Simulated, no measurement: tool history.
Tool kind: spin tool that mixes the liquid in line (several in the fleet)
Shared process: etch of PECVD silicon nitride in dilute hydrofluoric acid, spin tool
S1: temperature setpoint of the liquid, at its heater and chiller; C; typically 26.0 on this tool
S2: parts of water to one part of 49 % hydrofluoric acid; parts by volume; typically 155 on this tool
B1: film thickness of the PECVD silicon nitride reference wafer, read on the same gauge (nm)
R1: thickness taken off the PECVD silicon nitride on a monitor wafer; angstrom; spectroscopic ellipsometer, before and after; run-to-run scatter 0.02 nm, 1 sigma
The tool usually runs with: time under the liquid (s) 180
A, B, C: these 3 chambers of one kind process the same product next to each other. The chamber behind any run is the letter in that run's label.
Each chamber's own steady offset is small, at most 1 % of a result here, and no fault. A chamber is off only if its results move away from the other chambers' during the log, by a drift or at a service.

{"run": "1C", "day": 0.242, "S1": 26.0, "S2": 155, "time under the liquid (s)": 180, "B1": 130.01, "R1": 29.326}
{"run": "2B", "day": 0.692, "S1": 26.0, "S2": 155, "time under the liquid (s)": 180, "B1": 130.02, "R1": 28.635}
{"run": "3A", "day": 0.929, "S1": 26.0, "S2": 155, "time under the liquid (s)": 180, "B1": 130.01, "R1": 28.683}
{"run": "4B", "day": 1.308, "S1": 26.0, "S2": 155, "time under the liquid (s)": 180, "B1": 130.01, "R1": 29.369}
{"run": "5A", "day": 1.571, "S1": 29.0, "S2": 155, "time under the liquid (s)": 125, "B1": 129.99, "R1": 24.093}
{"run": "6C", "day": 2.017, "S1": 29.0, "S2": 155, "time under the liquid (s)": 125, "B1": 129.99, "R1": 24.397}
{"run": "7B", "day": 2.442, "S1": 29.0, "S2": 155, "time under the liquid (s)": 125, "B1": 130.02, "R1": 24.115}
{"run": "8A", "day": 2.8, "S1": 29.0, "S2": 155, "time under the liquid (s)": 230, "B1": 129.99, "R1": 44.262}
{"run": "9C", "day": 3.038, "S1": 29.0, "S2": 155, "time under the liquid (s)": 230, "B1": 130.0, "R1": 44.585}
{"run": "10A", "day": 3.296, "S1": 29.0, "S2": 155, "time under the liquid (s)": 230, "B1": 129.98, "R1": 44.547}
{"run": "11B", "day": 3.588, "S1": 26.0, "S2": 155, "time under the liquid (s)": 180, "B1": 130.01, "R1": 28.879}
{"run": "12C", "day": 3.933, "S1": 21.5, "S2": 155, "time under the liquid (s)": 180, "B1": 130.0, "R1": 22.034}
{"run": "13C", "day": 4.358, "S1": 21.5, "S2": 155, "time under the liquid (s)": 180, "B1": 130.0, "R1": 21.851}
{"run": "14A", "day": 4.792, "S1": 21.5, "S2": 155, "time under the liquid (s)": 180, "B1": 129.99, "R1": 21.858}
{"run": "15B", "day": 5.175, "S1": 26.0, "S2": 155, "time under the liquid (s)": 180, "B1": 130.0, "R1": 28.736}
{"run": "16C", "day": 5.604, "S1": 26.0, "S2": 155, "time under the liquid (s)": 180, "B1": 130.02, "R1": 29.275}
{"run": "17B", "day": 5.988, "S1": 26.0, "S2": 155, "time under the liquid (s)": 180, "B1": 129.98, "R1": 28.91}
{"run": "18A", "day": 6.438, "S1": 26.0, "S2": 215, "time under the liquid (s)": 100, "B1": 130.0, "R1": 11.572}
{"run": "19C", "day": 6.758, "S1": 26.0, "S2": 215, "time under the liquid (s)": 100, "B1": 130.0, "R1": 11.743}
{"run": "20B", "day": 7.196, "S1": 26.0, "S2": 215, "time under the liquid (s)": 100, "B1": 129.98, "R1": 11.561}
{"run": "21A", "day": 7.488, "S1": 26.0, "S2": 155, "time under the liquid (s)": 180, "B1": 130.01, "R1": 28.52}
{"run": "22C", "day": 7.9, "S1": 26.0, "S2": 155, "time under the liquid (s)": 180, "B1": 130.0, "R1": 29.089}
{"run": "23A", "day": 8.296, "S1": 26.0, "S2": 155, "time under the liquid (s)": 180, "B1": 130.01, "R1": 28.918}
{"run": "24B", "day": 8.692, "S1": 26.0, "S2": 155, "time under the liquid (s)": 180, "B1": 130.01, "R1": 28.978}
{"run": "25C", "day": 8.938, "S1": 26.0, "S2": 155, "time under the liquid (s)": 180, "B1": 130.0, "R1": 29.049}
{"run": "26A", "day": 9.367, "S1": 26.0, "S2": 155, "time under the liquid (s)": 180, "B1": 130.01, "R1": 29.011}
{"run": "27B", "day": 9.821, "S1": 24.5, "S2": 155, "time under the liquid (s)": 215, "B1": 129.99, "R1": 31.322}
{"run": "28A", "day": 10.05, "S1": 24.5, "S2": 155, "time under the liquid (s)": 215, "B1": 130.01, "R1": 31.129}
{"run": "29B", "day": 10.475, "S1": 24.5, "S2": 155, "time under the liquid (s)": 215, "B1": 129.99, "R1": 31.14}
{"run": "30C", "day": 10.812, "S1": 26.0, "S2": 155, "time under the liquid (s)": 180, "B1": 129.98, "R1": 28.348}
{"run": "31C", "day": 11.275, "S1": 26.0, "S2": 155, "time under the liquid (s)": 180, "B1": 129.98, "R1": 28.641}
{"run": "32B", "day": 11.625, "S1": 26.0, "S2": 155, "time under the liquid (s)": 180, "B1": 130.0, "R1": 28.948}
{"run": "33A", "day": 12.1, "S1": 26.0, "S2": 155, "time under the liquid (s)": 180, "B1": 129.98, "R1": 29.338}
{"run": "34A", "day": 12.4, "S1": 26.0, "S2": 155, "time under the liquid (s)": 180, "B1": 130.0, "R1": 28.774}
{"run": "35B", "day": 12.788, "S1": 26.0, "S2": 155, "time under the liquid (s)": 180, "B1": 130.01, "R1": 28.875}
{"run": "36C", "day": 13.062, "S1": 26.0, "S2": 155, "time under the liquid (s)": 180, "B1": 130.01, "R1": 28.395}
{"run": "37A", "day": 13.421, "S1": 26.0, "S2": 155, "time under the liquid (s)": 110, "B1": 129.97, "R1": 17.575}
{"run": "38B", "day": 13.838, "S1": 26.0, "S2": 155, "time under the liquid (s)": 110, "B1": 130.0, "R1": 17.49}
{"run": "39C", "day": 14.221, "S1": 26.0, "S2": 155, "time under the liquid (s)": 110, "B1": 130.02, "R1": 17.085}
{"run": "40A", "day": 14.45, "S1": 26.0, "S2": 155, "time under the liquid (s)": 180, "B1": 130.0, "R1": 29.081}
{"run": "41C", "day": 14.692, "S1": 26.0, "S2": 110, "time under the liquid (s)": 180, "B1": 129.98, "R1": 39.109}
{"run": "42B", "day": 15.083, "S1": 26.0, "S2": 110, "time under the liquid (s)": 180, "B1": 130.0, "R1": 40.516}
{"run": "43A", "day": 15.35, "S1": 26.0, "S2": 110, "time under the liquid (s)": 180, "B1": 130.01, "R1": 40.544}

Decide between three cases: one chamber stands off from its peers, the gauge reading all wafers drifts, or nothing is wrong past each chamber's small offset. Where a chamber is off, say which and what most likely put it there.

Chamber C drifts away from the others.
Most likely cause: liquid colder than its thermometer reads (K) = 0.688.
The log might look much the same if the cause were instead: hydrofluoric acid flow below the setpoint (%).

Here are 4 candidates for chamber C's next run, each the usual settings with a change, their results left as question marks. Which one brings its results back in line with what the others give on the usual settings?
Maximum distance from the other chambers' mean on the usual settings for a result to count as in line: R1 0.710 angstrom
{"run": "44C-1", "day": 15.692, "S1": 26.0, "S2": 150, "time under the liquid (s)": 190, "R1": "?"}
{"run": "44C-2", "day": 15.692, "S1": 26.0, "S2": 155, "time under the liquid (s)": 165, "R1": "?"}
{"run": "44C-3", "day": 15.692, "S1": 26.0, "S2": 155, "time under the liquid (s)": 175, "R1": "?"}
{"run": "44C-4", "day": 15.692, "S1": 26.0, "S2": 155, "time under the liquid (s)": 185, "R1": "?"}

The other chambers' mean on the usual settings: R1 28.869 angstrom
run=44C-1 R1=30.475
run=44C-2 R1=25.619
run=44C-3 R1=27.172
run=44C-4 R1=28.725
With 44C-4, the chamber falls back in line with the rest.
